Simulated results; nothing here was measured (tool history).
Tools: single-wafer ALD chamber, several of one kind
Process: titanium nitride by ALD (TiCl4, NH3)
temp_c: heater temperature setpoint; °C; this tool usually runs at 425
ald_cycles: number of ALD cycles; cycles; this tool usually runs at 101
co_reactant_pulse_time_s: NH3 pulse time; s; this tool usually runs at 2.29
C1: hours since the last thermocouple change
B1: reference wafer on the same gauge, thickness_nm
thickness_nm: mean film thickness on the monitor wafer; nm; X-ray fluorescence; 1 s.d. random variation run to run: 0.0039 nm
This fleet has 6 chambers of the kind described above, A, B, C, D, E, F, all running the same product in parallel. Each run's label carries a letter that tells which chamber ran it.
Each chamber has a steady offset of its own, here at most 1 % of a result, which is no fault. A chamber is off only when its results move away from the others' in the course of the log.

{"run": "1A", "hour": 13.3, "temp_c": 425, "ald_cycles": 101, "co_reactant_pulse_time_s": 2.29, "C1": 327.1, "B1": 1.8296, "thickness_nm": 2.2698}
{"run": "2B", "hour": 21.5, "temp_c": 425, "ald_cycles": 101, "co_reactant_pulse_time_s": 2.29, "C1": 2368.3, "B1": 1.8289, "thickness_nm": 2.2621}
{"run": "3C", "hour": 27.9, "temp_c": 425, "ald_cycles": 101, "co_reactant_pulse_time_s": 2.29, "C1": 1338.3, "B1": 1.8297, "thickness_nm": 2.2406}
{"run": "4E", "hour": 35.7, "temp_c": 425, "ald_cycles": 101, "co_reactant_pulse_time_s": 2.29, "C1": 1512.5, "B1": 1.8287, "thickness_nm": 2.2455}
{"run": "5F", "hour": 44.7, "temp_c": 425, "ald_cycles": 101, "co_reactant_pulse_time_s": 2.29, "C1": 342.6, "B1": 1.8281, "thickness_nm": 2.2649}
{"run": "6D", "hour": 56.9, "temp_c": 425, "ald_cycles": 101, "co_reactant_pulse_time_s": 2.29, "C1": 111.3, "B1": 1.828, "thickness_nm": 2.2831}
{"run": "7E", "hour": 68.4, "temp_c": 425, "ald_cycles": 101, "co_reactant_pulse_time_s": 2.29, "C1": 1545.2, "B1": 1.8279, "thickness_nm": 2.2392}
{"run": "8D", "hour": 74.5, "temp_c": 425, "ald_cycles": 101, "co_reactant_pulse_time_s": 2.29, "C1": 128.9, "B1": 1.8277, "thickness_nm": 2.2757}
{"run": "9F", "hour": 85.1, "temp_c": 425, "ald_cycles": 101, "co_reactant_pulse_time_s": 2.61, "C1": 383.0, "B1": 1.826, "thickness_nm": 2.2644}
{"run": "10B", "hour": 96.0, "temp_c": 425, "ald_cycles": 101, "co_reactant_pulse_time_s": 2.61, "C1": 2442.8, "B1": 1.827, "thickness_nm": 2.2714}
{"run": "11A", "hour": 108.6, "temp_c": 425, "ald_cycles": 101, "co_reactant_pulse_time_s": 2.61, "C1": 422.4, "B1": 1.8269, "thickness_nm": 2.2693}
{"run": "12C", "hour": 117.4, "temp_c": 425, "ald_cycles": 101, "co_reactant_pulse_time_s": 2.61, "C1": 1427.8, "B1": 1.8261, "thickness_nm": 2.2442}
{"run": "13B", "hour": 128.9, "temp_c": 425, "ald_cycles": 101, "co_reactant_pulse_time_s": 2.61, "C1": 2475.7, "B1": 1.8252, "thickness_nm": 2.2722}
{"run": "14C", "hour": 139.9, "temp_c": 425, "ald_cycles": 101, "co_reactant_pulse_time_s": 2.61, "C1": 1450.3, "B1": 1.8251, "thickness_nm": 2.2401}
{"run": "15E", "hour": 150.4, "temp_c": 425, "ald_cycles": 101, "co_reactant_pulse_time_s": 2.29, "C1": 1627.2, "B1": 1.8252, "thickness_nm": 2.2364}
{"run": "16D", "hour": 162.1, "temp_c": 425, "ald_cycles": 101, "co_reactant_pulse_time_s": 2.29, "C1": 216.5, "B1": 1.8247, "thickness_nm": 2.2692}
{"run": "17F", "hour": 173.5, "temp_c": 425, "ald_cycles": 101, "co_reactant_pulse_time_s": 2.29, "C1": 471.4, "B1": 1.8251, "thickness_nm": 2.2589}
{"run": "18A", "hour": 179.5, "temp_c": 437, "ald_cycles": 101, "co_reactant_pulse_time_s": 1.61, "C1": 493.3, "B1": 1.824, "thickness_nm": 2.2477}
{"run": "19E", "hour": 186.9, "temp_c": 437, "ald_cycles": 101, "co_reactant_pulse_time_s": 1.61, "C1": 1663.7, "B1": 1.8234, "thickness_nm": 2.2175}
{"run": "20A", "hour": 199.1, "temp_c": 437, "ald_cycles": 101, "co_reactant_pulse_time_s": 1.61, "C1": 512.9, "B1": 1.8233, "thickness_nm": 2.2372}
{"run": "21D", "hour": 210.3, "temp_c": 437, "ald_cycles": 101, "co_reactant_pulse_time_s": 1.61, "C1": 264.7, "B1": 1.8233, "thickness_nm": 2.2484}
{"run": "22B", "hour": 223.7, "temp_c": 437, "ald_cycles": 101, "co_reactant_pulse_time_s": 1.61, "C1": 2570.5, "B1": 1.8226, "thickness_nm": 2.2429}
{"run": "23C", "hour": 236.0, "temp_c": 437, "ald_cycles": 101, "co_reactant_pulse_time_s": 1.61, "C1": 1546.4, "B1": 1.8227, "thickness_nm": 2.213}
{"run": "24F", "hour": 245.5, "temp_c": 425, "ald_cycles": 101, "co_reactant_pulse_time_s": 2.29, "C1": 543.4, "B1": 1.8219, "thickness_nm": 2.2544}
{"run": "25B", "hour": 255.9, "temp_c": 425, "ald_cycles": 101, "co_reactant_pulse_time_s": 2.29, "C1": 2602.7, "B1": 1.8214, "thickness_nm": 2.2519}
{"run": "26C", "hour": 267.0, "temp_c": 425, "ald_cycles": 101, "co_reactant_pulse_time_s": 2.29, "C1": 1577.4, "B1": 1.821, "thickness_nm": 2.2287}
{"run": "27F", "hour": 275.8, "temp_c": 425, "ald_cycles": 101, "co_reactant_pulse_time_s": 2.29, "C1": 573.7, "B1": 1.8207, "thickness_nm": 2.2551}
{"hour": 276.1, "done": "chamber B: thermocouple changed; heater temperature recalibrated"}
{"run": "28D", "hour": 284.8, "temp_c": 425, "ald_cycles": 101, "co_reactant_pulse_time_s": 2.29, "C1": 339.2, "B1": 1.8209, "thickness_nm": 2.2565}
{"run": "29A", "hour": 296.1, "temp_c": 425, "ald_cycles": 101, "co_reactant_pulse_time_s": 2.29, "C1": 609.9, "B1": 1.8201, "thickness_nm": 2.2536}
{"run": "30E", "hour": 306.8, "temp_c": 425, "ald_cycles": 101, "co_reactant_pulse_time_s": 2.29, "C1": 1783.6, "B1": 1.8192, "thickness_nm": 2.2274}
{"run": "31B", "hour": 319.2, "temp_c": 425, "ald_cycles": 101, "co_reactant_pulse_time_s": 2.29, "C1": 43.1, "B1": 1.8195, "thickness_nm": 2.2574}
{"run": "32A", "hour": 330.9, "temp_c": 425, "ald_cycles": 101, "co_reactant_pulse_time_s": 2.29, "C1": 644.7, "B1": 1.8192, "thickness_nm": 2.2536}
{"run": "33F", "hour": 342.9, "temp_c": 425, "ald_cycles": 101, "co_reactant_pulse_time_s": 2.29, "C1": 640.8, "B1": 1.8197, "thickness_nm": 2.2515}
{"run": "34C", "hour": 350.9, "temp_c": 425, "ald_cycles": 101, "co_reactant_pulse_time_s": 2.29, "C1": 1661.3, "B1": 1.8195, "thickness_nm": 2.2349}
{"hour": 358.5, "done": "chamber E: thermocouple changed; heater temperature recalibrated"}
{"run": "35D", "hour": 361.6, "temp_c": 425, "ald_cycles": 101, "co_reactant_pulse_time_s": 2.29, "C1": 416.0, "B1": 1.818, "thickness_nm": 2.2653}
{"run": "36E", "hour": 375.3, "temp_c": 425, "ald_cycles": 101, "co_reactant_pulse_time_s": 2.29, "C1": 16.9, "B1": 1.818, "thickness_nm": 2.23}
{"run": "37B", "hour": 385.1, "temp_c": 425, "ald_cycles": 101, "co_reactant_pulse_time_s": 2.29, "C1": 109.0, "B1": 1.8181, "thickness_nm": 2.2459}
{"run": "38C", "hour": 391.5, "temp_c": 425, "ald_cycles": 101, "co_reactant_pulse_time_s": 2.29, "C1": 1701.9, "B1": 1.8168, "thickness_nm": 2.2232}

What goes on in this fleet: one chamber off, a drifting gauge, or nothing beyond the chambers' own small offsets? Name the chamber and the cause, if any.

Gauge drift. The chambers move together only on paper, and none stands off.
Cause: gauge reads low (%) = 0.712.
